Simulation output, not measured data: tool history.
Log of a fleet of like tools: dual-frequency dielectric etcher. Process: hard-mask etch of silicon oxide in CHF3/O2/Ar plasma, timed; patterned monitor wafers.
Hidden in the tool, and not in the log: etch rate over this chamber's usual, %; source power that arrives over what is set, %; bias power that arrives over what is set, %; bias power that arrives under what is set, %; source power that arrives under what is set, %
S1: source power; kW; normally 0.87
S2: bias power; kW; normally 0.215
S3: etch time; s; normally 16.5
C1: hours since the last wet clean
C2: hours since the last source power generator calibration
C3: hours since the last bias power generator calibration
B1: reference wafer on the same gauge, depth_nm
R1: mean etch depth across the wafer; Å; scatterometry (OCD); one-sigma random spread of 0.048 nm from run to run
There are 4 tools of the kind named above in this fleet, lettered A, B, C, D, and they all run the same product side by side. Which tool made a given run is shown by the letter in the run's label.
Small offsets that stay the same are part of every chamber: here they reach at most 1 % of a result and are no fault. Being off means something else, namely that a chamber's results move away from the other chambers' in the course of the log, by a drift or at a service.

| run | hour | S1 | S2 | S3 | C1 | C2 | C3 | B1 | R1 |
|---|---|---|---|---|---|---|---|---|---|
| 1A | 10 | 0.87 | 0.215 | 16.5 | 134.6 | 1333.8 | 389.4 | 38.912 | 399.51 |
| 2C | 17.6 | 0.87 | 0.215 | 16.5 | 45.3 | 1276.2 | 2161.1 | 38.917 | 401.54 |
| 3D | 24.1 | 0.87 | 0.215 | 16.5 | 140.7 | 3192.4 | 2437.8 | 38.915 | 402.7 |
|  | 31.2 | chamber A: source power generator calibrated |
| 4B | 37.5 | 0.87 | 0.215 | 16.5 | 456.1 | 1522.3 | 2086.9 | 38.932 | 397.36 |
| 5B | 46.3 | 0.87 | 0.215 | 16.5 | 464.9 | 1531.1 | 2095.7 | 38.922 | 397.18 |
|  | 46.7 | chamber B: source power generator calibrated |
| 6A | 52.7 | 0.87 | 0.215 | 13.5 | 177.3 | 21.5 | 432.1 | 38.937 | 327.57 |
| 7D | 65.2 | 0.87 | 0.215 | 13.5 | 181.8 | 3233.5 | 2478.9 | 38.942 | 328.49 |
| 8C | 73.7 | 0.87 | 0.215 | 13.5 | 101.4 | 1332.3 | 2217.2 | 38.955 | 328.98 |
|  | 78.7 | chamber B: wet clean of the chamber |
| 9B | 82.3 | 0.87 | 0.215 | 13.5 | 3.7 | 35.6 | 2131.7 | 38.934 | 325.23 |
| 10D | 88.5 | 0.87 | 0.215 | 16.5 | 205.1 | 3256.8 | 2502.2 | 38.953 | 402.15 |
| 11A | 96 | 0.75 | 0.215 | 16.5 | 220.6 | 64.8 | 475.4 | 38.951 | 378.01 |
| 12C | 108.9 | 0.75 | 0.215 | 16.5 | 136.6 | 1367.5 | 2252.4 | 38.969 | 379.43 |
| 13D | 121.1 | 0.75 | 0.215 | 16.5 | 237.7 | 3289.4 | 2534.8 | 38.97 | 380.81 |
| 14C | 130.9 | 0.75 | 0.215 | 16.5 | 158.6 | 1389.5 | 2274.4 | 38.989 | 380.22 |
| 15A | 140.6 | 0.87 | 0.215 | 16.5 | 265.2 | 109.4 | 520 | 38.997 | 400.45 |
| 16B | 154.1 | 0.87 | 0.215 | 16.5 | 75.5 | 107.4 | 2203.5 | 38.995 | 397.99 |
| 17B | 160.5 | 0.87 | 0.215 | 16.5 | 81.9 | 113.8 | 2209.9 | 38.99 | 398.32 |
| 18D | 168.4 | 0.87 | 0.215 | 16.5 | 285 | 3336.7 | 2582.1 | 39.01 | 403.88 |
| 19A | 180.9 | 0.87 | 0.215 | 16.5 | 305.5 | 149.7 | 560.3 | 39.017 | 400.54 |
| 20C | 192.4 | 0.87 | 0.215 | 16.5 | 220.1 | 1451 | 2335.9 | 39.012 | 403.01 |
| 21C | 199 | 0.87 | 0.215 | 16.5 | 226.7 | 1457.6 | 2342.5 | 39.031 | 402.37 |
| 22D | 208.8 | 0.87 | 0.215 | 16.5 | 325.4 | 3377.1 | 2622.5 | 39.044 | 403.05 |
| 23A | 218.2 | 0.87 | 0.215 | 16.5 | 342.8 | 187 | 597.6 | 39.037 | 401 |
| 24B | 225.2 | 0.87 | 0.215 | 16.5 | 146.6 | 178.5 | 2274.6 | 39.042 | 399 |
| 25B | 234.7 | 0.87 | 0.215 | 16.5 | 156.1 | 188 | 2284.1 | 39.041 | 398.36 |
| 26D | 240.7 | 0.87 | 0.215 | 16.5 | 357.3 | 3409 | 2654.4 | 39.038 | 402.53 |
| 27A | 249.3 | 0.87 | 0.215 | 16.5 | 373.9 | 218.1 | 628.7 | 39.052 | 400.42 |
|  | 251.4 | chamber C: bias power generator calibrated |
| 28C | 261.6 | 0.87 | 0.215 | 16.5 | 289.3 | 1520.2 | 10.3 | 39.058 | 402.72 |
| 29C | 273.1 | 0.87 | 0.215 | 16.5 | 300.8 | 1531.7 | 21.8 | 39.047 | 402.68 |
| 30B | 282.5 | 0.87 | 0.215 | 16.5 | 203.9 | 235.8 | 2331.9 | 39.066 | 398.63 |
| 31A | 294.2 | 0.87 | 0.215 | 14 | 418.8 | 263 | 673.6 | 39.078 | 340.85 |
| 32D | 305.7 | 0.87 | 0.215 | 14 | 422.3 | 3474 | 2719.4 | 39.076 | 342.74 |

Does one chamber stand apart from the rest, does the shared gauge drift, or is all well apart from small per-chamber offsets? Give the chamber and the most likely cause, where there is one.

None of the chambers is off. What moves is the gauge, dragging all their readings along together.
Cause: gauge reads high (%) = 0.5.

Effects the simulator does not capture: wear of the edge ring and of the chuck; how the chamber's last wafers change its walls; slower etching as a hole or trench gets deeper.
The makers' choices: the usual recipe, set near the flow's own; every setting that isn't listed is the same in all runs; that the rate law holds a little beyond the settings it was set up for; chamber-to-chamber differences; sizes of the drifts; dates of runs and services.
